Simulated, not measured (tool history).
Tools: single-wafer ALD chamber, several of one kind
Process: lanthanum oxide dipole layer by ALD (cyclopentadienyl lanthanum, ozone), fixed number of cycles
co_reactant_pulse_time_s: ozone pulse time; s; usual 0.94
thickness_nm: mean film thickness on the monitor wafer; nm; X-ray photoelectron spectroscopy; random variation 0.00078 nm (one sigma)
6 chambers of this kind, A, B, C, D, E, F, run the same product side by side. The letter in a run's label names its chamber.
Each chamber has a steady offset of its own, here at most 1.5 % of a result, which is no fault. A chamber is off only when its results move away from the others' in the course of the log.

| run | hour | co_reactant_pulse_time_s | hours since the last thermocouple change | hours since the last ozone generator service | read-back reference wafer on the same gauge, thickness_nm | thickness_nm |
|---|---|---|---|---|---|---|
| 1E | 6.5 | 0.94 | 1315.7 | 339.1 | 0.44401 | 0.48774 |
| 2C | 17.2 | 0.94 | 612.7 | 97 | 0.4441 | 0.48649 |
| 3B | 24.3 | 0.94 | 1786.1 | 91.8 | 0.44413 | 0.4902 |
| 4A | 30.2 | 0.94 | 812.9 | 659.7 | 0.44412 | 0.48533 |
| 5D | 39.3 | 0.94 | 1207.9 | 427.8 | 0.44449 | 0.49577 |
| 6F | 50.3 | 0.94 | 1246.8 | 378.5 | 0.44425 | 0.49202 |
| 7F | 60.4 | 0.94 | 1256.9 | 388.6 | 0.44456 | 0.49317 |
|  | 65.5 | chamber A: ozone generator serviced |
| 8E | 67.7 | 0.94 | 1376.9 | 400.3 | 0.44454 | 0.4878 |
| 9C | 73.8 | 0.94 | 669.3 | 153.6 | 0.44447 | 0.48738 |
| 10D | 83.6 | 1.22 | 1252.2 | 472.1 | 0.44462 | 0.53475 |
| 11A | 90.4 | 1.22 | 873.1 | 25 | 0.44472 | 0.52462 |
| 12B | 98.1 | 1.22 | 1859.9 | 165.6 | 0.44473 | 0.5287 |
| 13F | 104.2 | 1.22 | 1300.7 | 432.4 | 0.44486 | 0.53136 |
| 14E | 115.6 | 1.22 | 1424.8 | 448.2 | 0.44475 | 0.52617 |
| 15D | 124.5 | 1.22 | 1293.1 | 513 | 0.44505 | 0.53681 |
| 16C | 131.2 | 1.15 | 726.7 | 211 | 0.4451 | 0.51895 |
| 17B | 141.8 | 1.15 | 1903.6 | 209.3 | 0.44507 | 0.52243 |
| 18A | 154 | 1.15 | 936.7 | 88.6 | 0.445 | 0.5181 |
| 19C | 166.4 | 1.15 | 761.9 | 246.2 | 0.44529 | 0.51909 |
| 20B | 176.8 | 1.15 | 1938.6 | 244.3 | 0.44536 | 0.52184 |
| 21F | 187.4 | 1.15 | 1383.9 | 515.6 | 0.44547 | 0.52455 |
| 22E | 199.7 | 0.94 | 1508.9 | 532.3 | 0.44529 | 0.49106 |
| 23A | 209.5 | 0.94 | 992.2 | 144.1 | 0.44566 | 0.48786 |
| 24D | 221.4 | 0.94 | 1390 | 609.9 | 0.44579 | 0.49661 |
| 25E | 234.3 | 0.94 | 1543.5 | 566.9 | 0.44589 | 0.49059 |
| 26A | 241.3 | 0.94 | 1024 | 175.9 | 0.44585 | 0.48853 |
| 27F | 247.6 | 0.94 | 1444.1 | 575.8 | 0.44573 | 0.49395 |
| 28C | 254.6 | 0.94 | 850.1 | 334.4 | 0.44605 | 0.48942 |
|  | 255.2 | chamber E: thermocouple changed; heater temperature recalibrated |
| 29B | 265.1 | 0.66 | 2026.9 | 332.6 | 0.44609 | 0.42508 |
| 30D | 271.6 | 0.66 | 1440.2 | 660.1 | 0.44596 | 0.43275 |
| 31A | 283 | 0.66 | 1065.7 | 217.6 | 0.44604 | 0.4224 |
| 32C | 290.6 | 0.66 | 886.1 | 370.4 | 0.44613 | 0.42251 |
|  | 300.5 | chamber F: ozone generator serviced |
| 33D | 300.8 | 0.66 | 1469.4 | 689.3 | 0.44634 | 0.43228 |
| 34F | 313.6 | 0.66 | 1510.1 | 13.2 | 0.44653 | 0.42982 |
| 35B | 326.5 | 0.94 | 2088.3 | 394 | 0.44638 | 0.4939 |
| 36E | 337.5 | 0.64 | 82.4 | 670.1 | 0.44648 | 0.42025 |
| 37E | 343.9 | 0.64 | 88.8 | 676.5 | 0.44656 | 0.42024 |
| 38B | 351.9 | 0.64 | 2113.7 | 419.4 | 0.4467 | 0.41884 |
| 39F | 363.1 | 0.64 | 1559.6 | 62.7 | 0.44666 | 0.42418 |
| 40A | 371.9 | 0.64 | 1154.6 | 306.5 | 0.44678 | 0.41553 |

What goes on in this fleet: one chamber off, a drifting gauge, or nothing beyond the chambers' own small offsets? Name the chamber and the cause, if any.

The gauge drifts, so all chambers seem to drift together. No chamber is off.
Cause: gauge reads high (%) = 0.651.

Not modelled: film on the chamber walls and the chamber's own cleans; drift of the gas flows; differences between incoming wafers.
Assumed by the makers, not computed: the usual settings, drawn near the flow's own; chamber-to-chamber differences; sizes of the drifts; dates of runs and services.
